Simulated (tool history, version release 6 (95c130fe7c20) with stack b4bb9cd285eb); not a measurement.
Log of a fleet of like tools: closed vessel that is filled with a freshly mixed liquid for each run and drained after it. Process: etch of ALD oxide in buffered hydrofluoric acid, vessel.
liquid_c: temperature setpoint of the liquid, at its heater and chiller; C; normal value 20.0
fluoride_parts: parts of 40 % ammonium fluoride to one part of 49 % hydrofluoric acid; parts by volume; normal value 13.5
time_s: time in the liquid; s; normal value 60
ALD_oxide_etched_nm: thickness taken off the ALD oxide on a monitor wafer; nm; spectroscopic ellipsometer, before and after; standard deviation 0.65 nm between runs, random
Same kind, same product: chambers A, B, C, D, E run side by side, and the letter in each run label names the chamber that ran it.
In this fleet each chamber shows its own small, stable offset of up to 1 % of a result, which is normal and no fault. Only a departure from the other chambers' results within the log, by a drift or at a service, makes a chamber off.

| run | hour | liquid_c | fluoride_parts | time_s | hours since the thermometer was replaced | hours since the hydrofluoric acid flow meter was replaced | read-back film thickness of the ALD oxide reference wafer, read on the same gauge (nm) | ALD_oxide_etched_nm |
|---|---|---|---|---|---|---|---|---|
|  | 5.7 | chamber A: hydrofluoric acid flow meter replaced |
| 1E | 7.1 | 20.0 | 13.5 | 60 | 953.0 | 785.2 | 70.013 | 66.290 |
| 2B | 16.4 | 20.0 | 13.5 | 60 | 545.4 | 1475.1 | 70.000 | 65.809 |
| 3A | 23.4 | 20.0 | 13.5 | 60 | 1498.4 | 17.8 | 70.002 | 67.212 |
| 4C | 37.2 | 20.0 | 13.5 | 60 | 1246.8 | 365.4 | 69.994 | 66.074 |
| 5D | 47.3 | 23.5 | 13.5 | 30 | 927.1 | 1307.6 | 69.986 | 39.182 |
| 6E | 54.4 | 23.5 | 13.5 | 30 | 1000.3 | 832.5 | 69.991 | 39.627 |
| 7A | 66.4 | 23.5 | 13.5 | 30 | 1541.4 | 60.8 | 69.992 | 40.087 |
| 8D | 81.4 | 23.5 | 13.5 | 30 | 961.2 | 1341.7 | 70.045 | 39.809 |
| 9C | 90.8 | 23.5 | 13.5 | 30 | 1300.4 | 419.0 | 70.074 | 40.479 |
| 10B | 105.2 | 20.0 | 13.5 | 60 | 634.2 | 1563.9 | 69.993 | 65.711 |
| 11B | 121.4 | 20.0 | 13.5 | 60 | 650.4 | 1580.1 | 70.007 | 65.760 |
| 12D | 132.0 | 20.0 | 13.5 | 60 | 1011.8 | 1392.3 | 70.038 | 65.443 |
| 13C | 145.1 | 20.0 | 13.5 | 60 | 1354.7 | 473.3 | 69.942 | 67.407 |
| 14E | 159.6 | 20.0 | 13.5 | 60 | 1105.5 | 937.7 | 70.026 | 66.747 |
| 15A | 169.5 | 20.0 | 11.5 | 60 | 1644.5 | 163.9 | 70.019 | 77.433 |
| 16E | 183.0 | 20.0 | 11.5 | 60 | 1128.9 | 961.1 | 70.028 | 78.369 |
| 17C | 192.6 | 20.0 | 11.5 | 60 | 1402.2 | 520.8 | 69.997 | 78.194 |
| 18B | 201.2 | 20.0 | 11.5 | 60 | 730.2 | 1659.9 | 70.014 | 79.568 |
| 19D | 211.6 | 20.0 | 11.5 | 60 | 1091.4 | 1471.9 | 69.965 | 75.176 |
| 20A | 221.5 | 20.0 | 13.5 | 60 | 1696.5 | 215.9 | 70.028 | 66.531 |
| 21A | 235.8 | 20.0 | 13.5 | 60 | 1710.8 | 230.2 | 70.022 | 65.139 |
| 22E | 248.4 | 20.0 | 13.5 | 60 | 1194.3 | 1026.5 | 70.038 | 66.454 |
|  | 260.7 | chamber C: thermometer replaced |
| 23D | 262.6 | 20.0 | 13.5 | 60 | 1142.4 | 1522.9 | 70.041 | 64.384 |
| 24B | 269.6 | 20.0 | 13.5 | 60 | 798.6 | 1728.3 | 69.958 | 68.745 |
| 25C | 284.5 | 20.0 | 13.5 | 30 | 23.8 | 612.7 | 69.984 | 32.992 |
| 26D | 298.5 | 20.0 | 13.5 | 30 | 1178.3 | 1558.8 | 69.933 | 32.952 |
| 27A | 306.0 | 20.0 | 13.5 | 30 | 1781.0 | 300.4 | 69.981 | 33.011 |
| 28B | 315.1 | 20.0 | 13.5 | 30 | 844.1 | 1773.8 | 69.996 | 35.804 |
| 29C | 328.9 | 20.0 | 13.5 | 30 | 68.2 | 657.1 | 70.005 | 33.075 |
| 30E | 339.0 | 20.0 | 13.5 | 60 | 1284.9 | 1117.1 | 69.962 | 65.826 |
| 31A | 350.5 | 20.0 | 13.5 | 60 | 1825.5 | 344.9 | 70.021 | 66.675 |
|  | 359.5 | chamber D: thermometer replaced |
| 32C | 364.7 | 20.0 | 13.5 | 60 | 104.0 | 692.9 | 69.969 | 65.117 |
| 33B | 378.1 | 20.0 | 13.5 | 60 | 907.1 | 1836.8 | 70.016 | 72.671 |
| 34E | 389.1 | 20.0 | 13.5 | 60 | 1335.0 | 1167.2 | 70.011 | 66.526 |
| 35D | 401.9 | 20.0 | 13.5 | 60 | 42.5 | 1662.2 | 70.015 | 64.354 |
| 36A | 413.0 | 20.0 | 13.5 | 60 | 1888.0 | 407.4 | 69.984 | 65.044 |

For the next run the whole fleet of 5 chambers uses the same settings. Give each chamber's results:
| 37A | 424.6 | 20.0 | 13.5 | 60 |  |  |  | ? |
| 37B | 424.6 | 20.0 | 13.5 | 60 |  |  |  | ? |
| 37C | 424.6 | 20.0 | 13.5 | 60 |  |  |  | ? |
| 37D | 424.6 | 20.0 | 13.5 | 60 |  |  |  | ? |
| 37E | 424.6 | 20.0 | 13.5 | 60 |  |  |  | ? |

| run | ALD_oxide_etched_nm |
|---|---|
| 37A | 66.166 |
| 37B | 73.520 |
| 37C | 65.960 |
| 37D | 65.603 |
| 37E | 66.602 |

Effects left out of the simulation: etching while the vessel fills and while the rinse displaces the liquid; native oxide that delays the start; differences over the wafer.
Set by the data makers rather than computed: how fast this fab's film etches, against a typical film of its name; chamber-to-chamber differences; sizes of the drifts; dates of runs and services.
